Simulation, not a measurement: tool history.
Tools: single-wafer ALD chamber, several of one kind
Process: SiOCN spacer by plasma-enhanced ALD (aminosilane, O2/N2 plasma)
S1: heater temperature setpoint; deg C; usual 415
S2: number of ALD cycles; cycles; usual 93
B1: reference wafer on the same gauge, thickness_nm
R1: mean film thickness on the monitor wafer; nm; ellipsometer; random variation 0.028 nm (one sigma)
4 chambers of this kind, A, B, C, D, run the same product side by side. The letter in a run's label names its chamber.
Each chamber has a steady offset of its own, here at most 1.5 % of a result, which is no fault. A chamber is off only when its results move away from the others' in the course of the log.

run   hour   S1   S2      B1      R1
 1A    6.9  415   93  4.5788  5.3973
 2C   10.2  415   93  4.5817  5.3180
 3B   16.8  415   93  4.5784  5.3503
 4D   20.5  415   93  4.5806  5.3777
 5A   27.2  415   93  4.5792  5.4243
 6B   34.1  401   93  4.5774  5.6061
 7C   39.2  401   93  4.5808  5.5510
 8D   44.0  401   93  4.5805  5.6103
 9B   47.6  401   93  4.5859  5.6070
10A   51.1  415   93  4.5794  5.3944
11C   55.9  415   93  4.5826  5.3067
12D   62.4  415   93  4.5788  5.4141
13B   67.3  415   93  4.5791  5.3761
14C   72.7  415   93  4.5786  5.3055
15D   77.7  415   93  4.5762  5.3520
16A   82.4  421   80  4.5774  4.5327
17B   88.1  421   80  4.5792  4.5348
18A   93.9  421   80  4.5818  4.6393
19C   98.7  421   80  4.5745  4.4859
20D  105.4  415   93  4.5865  5.4050
21A  111.8  415   93  4.5838  5.4006
22B  116.7  415   93  4.5808  5.3364
23D  122.3  426   77  4.5860  4.3026
24C  125.8  426   77  4.5797  4.2515
25D  132.3  426   77  4.5828  4.2763
26B  139.0  426   77  4.5856  4.2540
27A  143.9  415   93  4.5817  5.4604
28C  151.5  401  102  4.5750  6.1091
29A  155.0  401  102  4.5796  6.2121
30C  160.7  401  102  4.5796  6.1057
31B  164.3  401  102  4.5842  6.1640
32D  171.7  415  102  4.5865  5.8515
33A  178.4  415  102  4.5774  5.9822
34D  183.1  415  102  4.5802  5.8944
35B  189.4  415  102  4.5750  5.8576
36C  196.7  415   93  4.5808  5.3043
37B  200.1  415   93  4.5821  5.3633
38A  206.7  415   93  4.5792  5.4285

All 4 chambers run these settings next. Forecast each chamber's results:
39A  212.2  415  93       ?
39B  212.2  415  93       ?
39C  212.2  415  93       ?
39D  212.2  415  93       ?

run      R1
39A  5.4065
39B  5.4019
39C  5.3485
39D  5.4042
